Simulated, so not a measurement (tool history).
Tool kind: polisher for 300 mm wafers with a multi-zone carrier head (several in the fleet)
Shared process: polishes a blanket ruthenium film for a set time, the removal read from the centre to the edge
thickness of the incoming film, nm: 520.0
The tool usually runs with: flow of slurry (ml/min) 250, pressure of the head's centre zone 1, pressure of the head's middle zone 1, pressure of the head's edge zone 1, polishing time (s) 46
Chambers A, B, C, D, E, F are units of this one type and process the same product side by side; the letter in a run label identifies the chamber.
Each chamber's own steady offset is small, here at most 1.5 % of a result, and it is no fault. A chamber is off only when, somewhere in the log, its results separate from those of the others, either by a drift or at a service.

| run | hour | flow of slurry (ml/min) | pressure of the head's centre zone | pressure of the head's middle zone | pressure of the head's edge zone | polishing time (s) | wafers polished on this pad | hours since the slurry nozzle was cleaned | hours since the centre zone pressure was calibrated | hours since the edge zone pressure was calibrated | film removed at the wafer's centre (nm) | film removed at mid-radius (nm) | film removed at the wafer's edge (nm) |
|---|---|---|---|---|---|---|---|---|---|---|---|---|---|
| 1C | 6.3 | 250 | 1 | 1 | 1 | 46 | 1031 | 399.5 | 157.7 | 1129.4 | 52.017 | 52.187 | 52.768 |
|  | 10.1 | chamber D: slurry nozzle cleaned |
|  | 19.3 | chamber C: worn pad replaced by a new one |
| 2A | 19.3 | 250 | 1 | 1 | 1 | 46 | 1031 | 83.7 | 523.2 | 550.2 | 52.092 | 54.066 | 52.529 |
|  | 22.4 | chamber F: worn pad replaced by a new one |
|  | 25.1 | chamber E: worn pad replaced by a new one |
|  | 26.2 | chamber A: worn pad replaced by a new one |
|  | 27.3 | chamber C: slurry nozzle cleaned |
| 3D | 32.1 | 250 | 1 | 1 | 1 | 46 | 642 | 22 | 92.5 | 651.4 | 52.817 | 53.501 | 52.985 |
| 4F | 45.6 | 250 | 1 | 1 | 1 | 46 | 335 | 244 | 59.7 | 304.6 | 53.002 | 53.13 | 53.536 |
|  | 55 | chamber F: slurry nozzle cleaned |
| 5B | 59.8 | 250 | 1 | 1 | 1 | 46 | 936 | 115.7 | 553.4 | 703.5 | 51.966 | 52.822 | 53.105 |
|  | 68.2 | chamber C: edge zone pressure recalibrated |
| 6E | 71.1 | 250 | 1 | 1 | 1 | 46 | 664 | 624.9 | 251.6 | 328.5 | 51.135 | 53.71 | 52.86 |
|  | 80.1 | chamber E: slurry nozzle cleaned |
| 7A | 84.8 | 250 | 1 | 1 | 1 | 46 | 846 | 149.2 | 588.7 | 615.7 | 52.365 | 52.184 | 52.062 |
|  | 92.2 | chamber D: worn pad replaced by a new one |
| 8B | 95.2 | 250 | 1 | 1 | 1 | 46 | 1448 | 151.1 | 588.8 | 738.9 | 53.152 | 54.362 | 51.733 |
|  | 95.3 | chamber B: worn pad replaced by a new one |
|  | 100.1 | chamber D: edge zone pressure recalibrated |
| 9F | 103.9 | 250 | 1 | 1 | 1 | 46 | 1178 | 48.9 | 118 | 362.9 | 54.186 | 53.516 | 53.616 |
|  | 105.2 | chamber F: worn pad replaced by a new one |
|  | 109.6 | chamber E: worn pad replaced by a new one |
|  | 110.7 | chamber C: worn pad replaced by a new one |
| 10D | 114.5 | 250 | 1 | 1 | 1 | 46 | 323 | 104.4 | 174.9 | 14.5 | 52.164 | 52.666 | 52.018 |
|  | 118.2 | chamber A: worn pad replaced by a new one |
| 11E | 121.1 | 250 | 1 | 1 | 1 | 46 | 166 | 41 | 301.6 | 378.5 | 53.085 | 53.063 | 52.243 |
| 12C | 131.9 | 250 | 1 | 1 | 1 | 46 | 307 | 104.7 | 283.3 | 63.8 | 52.913 | 52.527 | 52.58 |
| 13C | 142 | 250 | 1 | 1 | 1 | 46 | 452 | 114.8 | 293.4 | 73.9 | 54.193 | 50.979 | 53.584 |
| 14E | 150.7 | 250 | 1 | 1 | 1 | 46 | 594 | 70.6 | 331.2 | 408.1 | 52.91 | 53.543 | 53.329 |
| 15F | 159.3 | 250 | 1 | 1 | 1 | 46 | 782 | 104.3 | 173.4 | 418.3 | 52.949 | 53.485 | 52.611 |
| 16B | 167.5 | 250 | 1 | 1 | 1 | 46 | 1044 | 223.4 | 661.1 | 811.2 | 53.693 | 53.591 | 52.524 |
|  | 180.3 | chamber F: worn pad replaced by a new one |
| 17A | 181.3 | 250 | 1 | 1 | 1 | 46 | 912 | 245.7 | 685.2 | 712.2 | 51.9 | 53.682 | 53.059 |
|  | 182 | chamber B: edge zone pressure recalibrated |
|  | 185.2 | chamber D: worn pad replaced by a new one |
|  | 189 | chamber E: worn pad replaced by a new one |
|  | 194.4 | chamber B: worn pad replaced by a new one |
| 18D | 195.1 | 250 | 1 | 1 | 1 | 46 | 143 | 185 | 255.5 | 95.1 | 53.444 | 53.023 | 52.73 |
|  | 202 | chamber D: slurry nozzle cleaned |
| 19F | 204 | 250 | 1 | 1 | 1 | 46 | 343 | 149 | 218.1 | 463 | 53.556 | 53.188 | 52.599 |
|  | 207.4 | chamber A: worn pad replaced by a new one |
|  | 209.5 | chamber E: edge zone pressure recalibrated |
| 20C | 210.5 | 315 | 1 | 1 | 1 | 46 | 1442 | 183.3 | 361.9 | 142.4 | 55.339 | 54.194 | 54.299 |
|  | 213.3 | chamber C: worn pad replaced by a new one |
| 21E | 217.3 | 315 | 1 | 1 | 1 | 46 | 410 | 137.2 | 397.8 | 7.9 | 55.17 | 53.86 | 53.186 |
| 22D | 228.1 | 315 | 1 | 1 | 1 | 46 | 619 | 26.1 | 288.5 | 128.1 | 54.273 | 53.438 | 54.343 |
| 23B | 236.2 | 315 | 1 | 1 | 1 | 46 | 604 | 292.1 | 729.8 | 54.3 | 54.428 | 53.422 | 54.145 |
| 24A | 248.8 | 315 | 1 | 1 | 1 | 46 | 598 | 313.2 | 752.7 | 779.7 | 53.738 | 54.223 | 54.098 |
| 25A | 258.1 | 315 | 1 | 1 | 1 | 46 | 732 | 322.5 | 762 | 789 | 53.842 | 53.807 | 52.327 |
|  | 259.6 | chamber F: worn pad replaced by a new one |
|  | 263.5 | chamber E: worn pad replaced by a new one |
| 26D | 267 | 250 | 1 | 1 | 1 | 46 | 1181 | 65 | 327.4 | 167 | 52.52 | 53.458 | 53.063 |
| 27F | 274.4 | 250 | 1 | 1.04 | 1 | 55 | 213 | 219.4 | 288.5 | 533.4 | 63.461 | 63.506 | 64.641 |
|  | 275.8 | chamber C: centre zone pressure recalibrated |
|  | 283.1 | chamber E: centre zone pressure recalibrated |
| 28C | 285.8 | 250 | 1 | 1.04 | 1 | 55 | 1048 | 258.6 | 10 | 217.7 | 63.722 | 65.31 | 63.467 |
|  | 287.4 | chamber A: worn pad replaced by a new one |
|  | 287.8 | chamber D: worn pad replaced by a new one |
|  | 290.6 | chamber B: worn pad replaced by a new one |
|  | 291.2 | chamber A: centre zone pressure recalibrated |
| 29E | 294 | 250 | 1 | 1.04 | 1 | 55 | 441 | 213.9 | 10.9 | 84.6 | 63.938 | 65.544 | 63.063 |
|  | 301.9 | chamber C: worn pad replaced by a new one |
| 30B | 304.4 | 250 | 1 | 1.04 | 1 | 55 | 200 | 360.3 | 798 | 122.5 | 62.575 | 66.693 | 62.829 |
| 31D | 316.5 | 250 | 1 | 1.04 | 1 | 55 | 415 | 114.5 | 376.9 | 216.5 | 63.403 | 64.879 | 64.15 |
|  | 322.8 | chamber B: slurry nozzle cleaned |
|  | 326.2 | chamber A: slurry nozzle cleaned |
| 32E | 329.5 | 250 | 1 | 1.04 | 1 | 55 | 954 | 249.4 | 46.4 | 120.1 | 62.862 | 66.568 | 61.945 |
|  | 330 | chamber F: edge zone pressure recalibrated |
| 33C | 338.8 | 290 | 1 | 1 | 1.09 | 46 | 534 | 311.6 | 63 | 270.7 | 54.634 | 53.586 | 56.847 |
|  | 341.8 | chamber F: worn pad replaced by a new one |
|  | 343.9 | chamber F: slurry nozzle cleaned |
| 34F | 345.5 | 290 | 1 | 1 | 1.09 | 46 | 54 | 1.6 | 359.6 | 15.6 | 53.716 | 53.595 | 54.839 |
| 35B | 357.1 | 290 | 1 | 1 | 1.09 | 46 | 961 | 34.3 | 850.7 | 175.2 | 54.803 | 53.506 | 54.568 |
| 36A | 369.4 | 290 | 1 | 1 | 1.09 | 46 | 1185 | 43.3 | 78.2 | 900.3 | 54.2 | 54.216 | 55.697 |
| 37A | 379.9 | 290 | 1 | 1 | 1.09 | 46 | 1336 | 53.8 | 88.7 | 910.8 | 52.515 | 53.329 | 56.287 |

Does one chamber stand apart from the rest, does the shared gauge drift, or is all well apart from small per-chamber offsets? Give the chamber and the most likely cause, where there is one.

No chamber stands off beyond its own small offset, and the gauge holds steady.
